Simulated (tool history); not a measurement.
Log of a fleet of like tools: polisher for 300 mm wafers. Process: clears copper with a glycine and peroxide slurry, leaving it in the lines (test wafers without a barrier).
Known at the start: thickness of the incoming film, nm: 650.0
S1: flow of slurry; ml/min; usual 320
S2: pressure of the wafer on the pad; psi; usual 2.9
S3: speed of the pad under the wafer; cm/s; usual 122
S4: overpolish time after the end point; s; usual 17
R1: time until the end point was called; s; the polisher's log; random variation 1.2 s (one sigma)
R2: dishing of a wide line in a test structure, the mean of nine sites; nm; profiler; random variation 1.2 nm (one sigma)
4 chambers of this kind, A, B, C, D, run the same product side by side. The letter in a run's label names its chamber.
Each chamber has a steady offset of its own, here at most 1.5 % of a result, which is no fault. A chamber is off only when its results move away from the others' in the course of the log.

{"run": "1A", "hour": 2.4, "S1": 320, "S2": 2.9, "S3": 122, "S4": 17, "R1": 83.038, "R2": 72.909}
{"run": "2D", "hour": 6.4, "S1": 320, "S2": 2.9, "S3": 122, "S4": 17, "R1": 80.166, "R2": 76.027}
{"hour": 8.6, "done": "chamber C: worn pad replaced by a new one"}
{"run": "3C", "hour": 11.3, "S1": 320, "S2": 2.9, "S3": 122, "S4": 17, "R1": 78.189, "R2": 72.994}
{"run": "4B", "hour": 15.5, "S1": 320, "S2": 2.9, "S3": 122, "S4": 17, "R1": 83.873, "R2": 73.635}
{"run": "5D", "hour": 18.9, "S1": 320, "S2": 2.9, "S3": 122, "S4": 17, "R1": 80.273, "R2": 72.704}
{"run": "6A", "hour": 21.8, "S1": 320, "S2": 2.9, "S3": 122, "S4": 17, "R1": 82.159, "R2": 72.323}
{"run": "7C", "hour": 25.5, "S1": 320, "S2": 2.9, "S3": 122, "S4": 17, "R1": 78.781, "R2": 73.438}
{"run": "8B", "hour": 28.0, "S1": 320, "S2": 2.9, "S3": 122, "S4": 17, "R1": 81.52, "R2": 75.767}
{"hour": 30.4, "done": "chamber B: worn pad replaced by a new one"}
{"run": "9B", "hour": 31.4, "S1": 320, "S2": 2.9, "S3": 122, "S4": 17, "R1": 81.635, "R2": 72.193}
{"run": "10C", "hour": 33.5, "S1": 320, "S2": 2.9, "S3": 122, "S4": 17, "R1": 82.103, "R2": 70.995}
{"run": "11A", "hour": 37.0, "S1": 320, "S2": 2.9, "S3": 122, "S4": 17, "R1": 81.019, "R2": 73.843}
{"run": "12D", "hour": 39.6, "S1": 320, "S2": 2.9, "S3": 122, "S4": 17, "R1": 80.139, "R2": 73.049}
{"run": "13B", "hour": 44.5, "S1": 320, "S2": 2.9, "S3": 122, "S4": 17, "R1": 83.503, "R2": 73.417}
{"run": "14D", "hour": 48.5, "S1": 320, "S2": 2.9, "S3": 122, "S4": 17, "R1": 83.831, "R2": 72.024}
{"run": "15C", "hour": 53.2, "S1": 320, "S2": 2.9, "S3": 122, "S4": 17, "R1": 79.892, "R2": 75.675}
{"run": "16A", "hour": 56.3, "S1": 320, "S2": 2.9, "S3": 122, "S4": 17, "R1": 80.721, "R2": 70.085}
{"run": "17D", "hour": 59.4, "S1": 320, "S2": 2.9, "S3": 122, "S4": 17, "R1": 83.329, "R2": 71.959}
{"run": "18A", "hour": 62.2, "S1": 320, "S2": 2.9, "S3": 122, "S4": 17, "R1": 84.06, "R2": 72.907}
{"run": "19B", "hour": 64.8, "S1": 320, "S2": 2.9, "S3": 122, "S4": 17, "R1": 83.328, "R2": 75.362}
{"run": "20C", "hour": 66.9, "S1": 320, "S2": 2.9, "S3": 122, "S4": 17, "R1": 82.068, "R2": 73.245}
{"run": "21C", "hour": 71.3, "S1": 320, "S2": 2.9, "S3": 122, "S4": 17, "R1": 80.732, "R2": 74.725}
{"run": "22B", "hour": 75.4, "S1": 320, "S2": 2.0, "S3": 122, "S4": 17, "R1": 112.28, "R2": 57.104}
{"hour": 76.3, "done": "chamber C: head pressure recalibrated"}
{"run": "23D", "hour": 79.0, "S1": 320, "S2": 2.0, "S3": 122, "S4": 17, "R1": 116.28, "R2": 55.299}
{"hour": 80.0, "done": "chamber C: worn pad replaced by a new one"}
{"run": "24A", "hour": 81.7, "S1": 320, "S2": 2.0, "S3": 122, "S4": 17, "R1": 109.01, "R2": 58.162}
{"hour": 83.4, "done": "chamber B: slurry nozzle cleaned"}
{"run": "25A", "hour": 86.4, "S1": 320, "S2": 2.0, "S3": 122, "S4": 17, "R1": 113.51, "R2": 58.274}
{"run": "26B", "hour": 90.2, "S1": 320, "S2": 2.9, "S3": 122, "S4": 17, "R1": 81.381, "R2": 74.336}
{"hour": 90.6, "done": "chamber B: worn pad replaced by a new one"}
{"run": "27D", "hour": 92.6, "S1": 320, "S2": 2.9, "S3": 122, "S4": 17, "R1": 84.95, "R2": 70.672}
{"run": "28C", "hour": 96.7, "S1": 320, "S2": 2.9, "S3": 122, "S4": 17, "R1": 79.704, "R2": 73.749}
{"hour": 98.0, "done": "chamber A: worn pad replaced by a new one"}
{"run": "29C", "hour": 99.9, "S1": 320, "S2": 2.9, "S3": 122, "S4": 17, "R1": 80.668, "R2": 72.643}
{"run": "30B", "hour": 102.4, "S1": 320, "S2": 2.9, "S3": 122, "S4": 17, "R1": 80.621, "R2": 73.181}
{"run": "31A", "hour": 105.4, "S1": 320, "S2": 2.9, "S3": 122, "S4": 17, "R1": 80.728, "R2": 71.908}
{"run": "32D", "hour": 108.9, "S1": 320, "S2": 2.9, "S3": 122, "S4": 17, "R1": 87.68, "R2": 69.734}
{"run": "33A", "hour": 112.4, "S1": 320, "S2": 2.9, "S3": 122, "S4": 17, "R1": 83.744, "R2": 72.531}
{"run": "34B", "hour": 115.1, "S1": 320, "S2": 2.9, "S3": 122, "S4": 17, "R1": 81.558, "R2": 73.843}
{"run": "35C", "hour": 119.7, "S1": 320, "S2": 2.9, "S3": 122, "S4": 17, "R1": 80.471, "R2": 74.993}
{"run": "36D", "hour": 122.7, "S1": 320, "S2": 2.9, "S3": 122, "S4": 17, "R1": 88.7, "R2": 71.043}
{"run": "37A", "hour": 124.9, "S1": 320, "S2": 2.9, "S3": 122, "S4": 17, "R1": 81.343, "R2": 71.85}
{"run": "38B", "hour": 127.6, "S1": 320, "S2": 2.9, "S3": 122, "S4": 17, "R1": 82.103, "R2": 73.975}

Next, every chamber runs the same settings. What will each give?
{"run": "39A", "hour": 131.2, "S1": 320, "S2": 2.9, "S3": 122, "S4": 25, "R1": "?", "R2": "?"}
{"run": "39B", "hour": 131.2, "S1": 320, "S2": 2.9, "S3": 122, "S4": 25, "R1": "?", "R2": "?"}
{"run": "39C", "hour": 131.2, "S1": 320, "S2": 2.9, "S3": 122, "S4": 25, "R1": "?", "R2": "?"}
{"run": "39D", "hour": 131.2, "S1": 320, "S2": 2.9, "S3": 122, "S4": 25, "R1": "?", "R2": "?"}

run=39A R1=82.230 R2=89.447
run=39B R1=81.253 R2=94.879
run=39C R1=80.185 R2=88.726
run=39D R1=88.037 R2=88.724
